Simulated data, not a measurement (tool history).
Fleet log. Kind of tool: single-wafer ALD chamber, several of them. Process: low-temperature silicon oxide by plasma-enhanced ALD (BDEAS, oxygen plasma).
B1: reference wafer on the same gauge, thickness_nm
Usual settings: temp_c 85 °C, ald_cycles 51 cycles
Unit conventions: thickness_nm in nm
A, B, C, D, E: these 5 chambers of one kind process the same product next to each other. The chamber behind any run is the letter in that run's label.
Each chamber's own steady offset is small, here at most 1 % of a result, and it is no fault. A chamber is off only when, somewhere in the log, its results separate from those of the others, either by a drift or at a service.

Run 1B, day 0.175: usual settings; B1 7.7304. Result: thickness_nm 7.6768 nm.
Run 2D, day 0.383: usual settings; B1 7.7263. Result: thickness_nm 7.7606 nm.
Run 3A, day 0.638: usual settings; B1 7.7245. Result: thickness_nm 7.6779 nm.
Run 4E, day 0.779: usual settings; B1 7.7273. Result: thickness_nm 7.6847 nm.
Run 5C, day 0.946: usual settings but temp_c 99 °C; B1 7.7286. Result: thickness_nm 7.3469 nm.
Run 6D, day 1.142: usual settings but temp_c 99 °C; B1 7.7282. Result: thickness_nm 7.3792 nm.
Run 7B, day 1.362: usual settings but temp_c 99 °C; B1 7.7243. Result: thickness_nm 7.2784 nm.
Run 8E, day 1.517: usual settings but temp_c 99 °C; B1 7.7239. Result: thickness_nm 7.3284 nm.
Run 9C, day 1.783: usual settings but temp_c 99 °C; B1 7.7195. Result: thickness_nm 7.3269 nm.
Run 10A, day 1.967: usual settings; B1 7.7197. Result: thickness_nm 7.6618 nm.
Run 11C, day 2.146: usual settings; B1 7.7186. Result: thickness_nm 7.7181 nm.
Run 12B, day 2.358: usual settings; B1 7.7192. Result: thickness_nm 7.6638 nm.
Run 13D, day 2.629: usual settings; B1 7.7182. Result: thickness_nm 7.7375 nm.
Run 14E, day 2.779: usual settings; B1 7.7198. Result: thickness_nm 7.6555 nm.
At day 2.862: chamber D: thermocouple changed; heater temperature recalibrated.
Run 15A, day 3.083: usual settings; B1 7.7161. Result: thickness_nm 7.6646 nm.
Run 16D, day 3.342: usual settings; B1 7.7151. Result: thickness_nm 7.7256 nm.
Run 17B, day 3.508: usual settings; B1 7.7139. Result: thickness_nm 7.6596 nm.
Run 18C, day 3.771: usual settings; B1 7.7123. Result: thickness_nm 7.7072 nm.
Run 19E, day 4.012: usual settings but ald_cycles 45 cycles; B1 7.7102. Result: thickness_nm 6.7710 nm.
Run 20A, day 4.283: usual settings but ald_cycles 45 cycles; B1 7.7093. Result: thickness_nm 6.7550 nm.
Run 21D, day 4.475: usual settings but ald_cycles 45 cycles; B1 7.7072. Result: thickness_nm 6.8098 nm.
Run 22E, day 4.625: usual settings but ald_cycles 45 cycles; B1 7.7071. Result: thickness_nm 6.7604 nm.
Run 23B, day 4.825: usual settings but ald_cycles 45 cycles; B1 7.7046. Result: thickness_nm 6.7556 nm.
Run 24C, day 4.996: usual settings but temp_c 73 °C; B1 7.7027. Result: thickness_nm 7.9834 nm.
Run 25A, day 5.204: usual settings but temp_c 73 °C; B1 7.7073. Result: thickness_nm 7.9669 nm.
Run 26C, day 5.475: usual settings but temp_c 73 °C; B1 7.7039. Result: thickness_nm 8.0104 nm.
Run 27B, day 5.700: usual settings but temp_c 73 °C; B1 7.7055. Result: thickness_nm 7.9723 nm.
Run 28D, day 5.842: usual settings but temp_c 73 °C; B1 7.7023. Result: thickness_nm 8.0284 nm.
Run 29A, day 5.992: usual settings; B1 7.6980. Result: thickness_nm 7.6365 nm.
Run 30E, day 6.208: usual settings; B1 7.7022. Result: thickness_nm 7.6632 nm.
Run 31E, day 6.450: usual settings; B1 7.6989. Result: thickness_nm 7.6343 nm.
Run 32A, day 6.721: usual settings; B1 7.6975. Result: thickness_nm 7.6388 nm.
Run 33D, day 6.946: usual settings; B1 7.6950. Result: thickness_nm 7.7178 nm.
Run 34B, day 7.112: usual settings; B1 7.6928. Result: thickness_nm 7.6305 nm.
Run 35C, day 7.350: usual settings; B1 7.6946. Result: thickness_nm 7.6839 nm.
Run 36D, day 7.604: usual settings but temp_c 93 °C, ald_cycles 43 cycles; B1 7.6941. Result: thickness_nm 6.3145 nm.
Run 37C, day 7.850: usual settings but temp_c 93 °C, ald_cycles 43 cycles; B1 7.6937. Result: thickness_nm 6.2960 nm.
Run 38B, day 8.092: usual settings but temp_c 93 °C, ald_cycles 43 cycles; B1 7.6896. Result: thickness_nm 6.2413 nm.
Run 39E, day 8.312: usual settings but temp_c 93 °C, ald_cycles 43 cycles; B1 7.6914. Result: thickness_nm 6.2631 nm.
Run 40A, day 8.462: usual settings but temp_c 93 °C, ald_cycles 43 cycles; B1 7.6864. Result: thickness_nm 6.2520 nm.
Run 41D, day 8.758: usual settings; B1 7.6916. Result: thickness_nm 7.7039 nm.

For the next run the whole fleet of 5 chambers uses the same settings. Give each chamber's results:
Run 42A, day 8.979: usual settings. Result: thickness_nm ?.
Run 42B, day 8.979: usual settings. Result: thickness_nm ?.
Run 42C, day 8.979: usual settings. Result: thickness_nm ?.
Run 42D, day 8.979: usual settings. Result: thickness_nm ?.
Run 42E, day 8.979: usual settings. Result: thickness_nm ?.

run  thickness_nm
42A        7.6239
42B        7.6291
42C        7.6596
42D        7.7137
42E        7.6438
